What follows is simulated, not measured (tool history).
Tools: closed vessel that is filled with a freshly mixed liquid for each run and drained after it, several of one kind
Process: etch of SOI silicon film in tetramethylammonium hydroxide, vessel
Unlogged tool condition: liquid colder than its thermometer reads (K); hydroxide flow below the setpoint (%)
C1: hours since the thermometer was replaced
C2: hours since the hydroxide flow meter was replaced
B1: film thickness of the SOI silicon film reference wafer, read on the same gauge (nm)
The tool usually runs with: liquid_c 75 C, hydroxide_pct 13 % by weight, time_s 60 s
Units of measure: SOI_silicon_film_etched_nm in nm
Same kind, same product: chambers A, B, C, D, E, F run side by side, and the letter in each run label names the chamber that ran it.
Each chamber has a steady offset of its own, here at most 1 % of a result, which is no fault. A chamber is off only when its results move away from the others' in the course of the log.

At hour 2.1: chamber A: thermometer replaced.
Run 1A, hour 2.3: usual settings; C1 0.2; C2 764.8; B1 49.991. Result: SOI_silicon_film_etched_nm 507.35 nm.
Run 2C, hour 4.7: usual settings; C1 205.7; C2 1834.7; B1 50.030. Result: SOI_silicon_film_etched_nm 510.61 nm.
Run 3E, hour 7.0: usual settings; C1 1131.2; C2 724.3; B1 49.993. Result: SOI_silicon_film_etched_nm 504.76 nm.
Run 4F, hour 9.5: usual settings; C1 687.9; C2 120.1; B1 50.006. Result: SOI_silicon_film_etched_nm 500.93 nm.
Run 5D, hour 13.3: usual settings; C1 837.6; C2 680.9; B1 50.071. Result: SOI_silicon_film_etched_nm 505.44 nm.
Run 6B, hour 16.5: usual settings; C1 613.3; C2 1971.4; B1 50.022. Result: SOI_silicon_film_etched_nm 506.36 nm.
Run 7F, hour 20.8: usual settings but liquid_c 68 C; C1 699.2; C2 131.4; B1 50.004. Result: SOI_silicon_film_etched_nm 332.30 nm.
Run 8D, hour 23.1: usual settings but liquid_c 68 C; C1 847.4; C2 690.7; B1 49.976. Result: SOI_silicon_film_etched_nm 334.99 nm.
Run 9C, hour 26.7: usual settings but liquid_c 68 C; C1 227.7; C2 1856.7; B1 50.007. Result: SOI_silicon_film_etched_nm 334.35 nm.
Run 10E, hour 31.2: usual settings but liquid_c 68 C; C1 1155.4; C2 748.5; B1 50.018. Result: SOI_silicon_film_etched_nm 334.57 nm.
Run 11B, hour 36.0: usual settings but liquid_c 68 C; C1 632.8; C2 1990.9; B1 49.986. Result: SOI_silicon_film_etched_nm 337.12 nm.
Run 12A, hour 39.9: usual settings but liquid_c 68 C; C1 37.8; C2 802.4; B1 49.981. Result: SOI_silicon_film_etched_nm 338.75 nm.
Run 13C, hour 43.7: usual settings; C1 244.7; C2 1873.7; B1 49.982. Result: SOI_silicon_film_etched_nm 503.13 nm.
Run 14A, hour 46.7: usual settings; C1 44.6; C2 809.2; B1 50.014. Result: SOI_silicon_film_etched_nm 508.59 nm.
Run 15D, hour 49.9: usual settings; C1 874.2; C2 717.5; B1 50.012. Result: SOI_silicon_film_etched_nm 506.63 nm.
Run 16E, hour 53.6: usual settings; C1 1177.8; C2 770.9; B1 50.019. Result: SOI_silicon_film_etched_nm 499.33 nm.
Run 17F, hour 56.5: usual settings; C1 734.9; C2 167.1; B1 50.014. Result: SOI_silicon_film_etched_nm 504.19 nm.
Run 18B, hour 59.6: usual settings; C1 656.4; C2 2014.5; B1 49.991. Result: SOI_silicon_film_etched_nm 507.66 nm.
Run 19B, hour 63.4: usual settings; C1 660.2; C2 2018.3; B1 49.997. Result: SOI_silicon_film_etched_nm 506.02 nm.
Run 20C, hour 66.0: usual settings; C1 267.0; C2 1896.0; B1 50.011. Result: SOI_silicon_film_etched_nm 509.23 nm.
Run 21E, hour 69.7: usual settings; C1 1193.9; C2 787.0; B1 50.001. Result: SOI_silicon_film_etched_nm 502.34 nm.
Run 22D, hour 74.4: usual settings; C1 898.7; C2 742.0; B1 49.992. Result: SOI_silicon_film_etched_nm 501.71 nm.
Run 23A, hour 77.5: usual settings; C1 75.4; C2 840.0; B1 49.999. Result: SOI_silicon_film_etched_nm 514.14 nm.
Run 24F, hour 81.4: usual settings; C1 759.8; C2 192.0; B1 49.998. Result: SOI_silicon_film_etched_nm 500.15 nm.
Run 25A, hour 86.0: usual settings; C1 83.9; C2 848.5; B1 49.989. Result: SOI_silicon_film_etched_nm 510.89 nm.
Run 26D, hour 88.9: usual settings; C1 913.2; C2 756.5; B1 50.023. Result: SOI_silicon_film_etched_nm 500.77 nm.
Run 27C, hour 93.5: usual settings; C1 294.5; C2 1923.5; B1 50.003. Result: SOI_silicon_film_etched_nm 507.40 nm.
Run 28E, hour 97.6: usual settings; C1 1221.8; C2 814.9; B1 49.989. Result: SOI_silicon_film_etched_nm 500.40 nm.
Run 29B, hour 102.0: usual settings; C1 698.8; C2 2056.9; B1 50.017. Result: SOI_silicon_film_etched_nm 509.53 nm.
Run 30F, hour 104.6: usual settings; C1 783.0; C2 215.2; B1 50.021. Result: SOI_silicon_film_etched_nm 491.35 nm.
Run 31B, hour 107.0: usual settings; C1 703.8; C2 2061.9; B1 49.978. Result: SOI_silicon_film_etched_nm 509.40 nm.
Run 32D, hour 110.3: usual settings; C1 934.6; C2 777.9; B1 50.002. Result: SOI_silicon_film_etched_nm 505.79 nm.
Run 33F, hour 114.6: usual settings; C1 793.0; C2 225.2; B1 50.013. Result: SOI_silicon_film_etched_nm 492.67 nm.
Run 34C, hour 117.9: usual settings; C1 318.9; C2 1947.9; B1 50.015. Result: SOI_silicon_film_etched_nm 504.17 nm.
Run 35E, hour 121.1: usual settings; C1 1245.3; C2 838.4; B1 50.023. Result: SOI_silicon_film_etched_nm 502.74 nm.
Run 36A, hour 124.6: usual settings; C1 122.5; C2 887.1; B1 49.979. Result: SOI_silicon_film_etched_nm 507.32 nm.
Run 37A, hour 128.0: usual settings; C1 125.9; C2 890.5; B1 50.001. Result: SOI_silicon_film_etched_nm 512.21 nm.
Run 38C, hour 131.6: usual settings; C1 332.6; C2 1961.6; B1 49.998. Result: SOI_silicon_film_etched_nm 506.40 nm.
At hour 134.5: chamber B: thermometer replaced.
Run 39B, hour 134.8: usual settings; C1 0.4; C2 2089.7; B1 50.007. Result: SOI_silicon_film_etched_nm 514.19 nm.
Run 40E, hour 138.8: usual settings but hydroxide_pct 16 % by weight; C1 1263.0; C2 856.1; B1 50.047. Result: SOI_silicon_film_etched_nm 459.75 nm.
Run 41D, hour 142.3: usual settings but hydroxide_pct 16 % by weight; C1 966.6; C2 809.9; B1 50.045. Result: SOI_silicon_film_etched_nm 455.59 nm.
Run 42F, hour 147.0: usual settings but hydroxide_pct 16 % by weight; C1 825.4; C2 257.6; B1 50.011. Result: SOI_silicon_film_etched_nm 441.82 nm.
Run 43B, hour 151.9: usual settings but hydroxide_pct 16 % by weight; C1 17.5; C2 2106.8; B1 50.018. Result: SOI_silicon_film_etched_nm 466.95 nm.
Run 44F, hour 156.7: usual settings but hydroxide_pct 16 % by weight; C1 835.1; C2 267.3; B1 49.992. Result: SOI_silicon_film_etched_nm 440.27 nm.

Read the log: is a single chamber off, either drifting away or since a service, is the gauge that measures every chamber drifting, or is nothing wrong beyond small per-chamber offsets? Name any odd chamber and what most likely caused it.

It is chamber F that slowly wanders off from its peers.
Cause: liquid colder than its thermometer reads (K) = 0.832.
From this log alone, it may not be told apart from: hydroxide flow above the setpoint (%).

Here are 4 candidates for chamber F's next run, each the usual settings with a change, their results left as question marks. Which one brings its results back in line with what the others give on the usual settings?
In-line tolerance around the mean of the other chambers on the usual settings: SOI_silicon_film_etched_nm 9.10 nm
Run 45F-1, hour 160.4: usual settings but liquid_c 75.5 C, time_s 65 s. Result: SOI_silicon_film_etched_nm ?.
Run 45F-2, hour 160.4: usual settings but hydroxide_pct 14.5 % by weight. Result: SOI_silicon_film_etched_nm ?.
Run 45F-3, hour 160.4: usual settings but liquid_c 76.0 C. Result: SOI_silicon_film_etched_nm ?.
Run 45F-4, hour 160.4: usual settings but liquid_c 73.5 C, hydroxide_pct 13.5 % by weight. Result: SOI_silicon_film_etched_nm ?.

On the usual settings, the other chambers give on average: SOI_silicon_film_etched_nm 505.99 nm
  run  SOI_silicon_film_etched_nm
45F-1                      535.33
45F-2                      454.80
45F-3                      508.45
45F-4                      432.05
Change 45F-3 lands the chamber within the allowed miss of the other chambers.
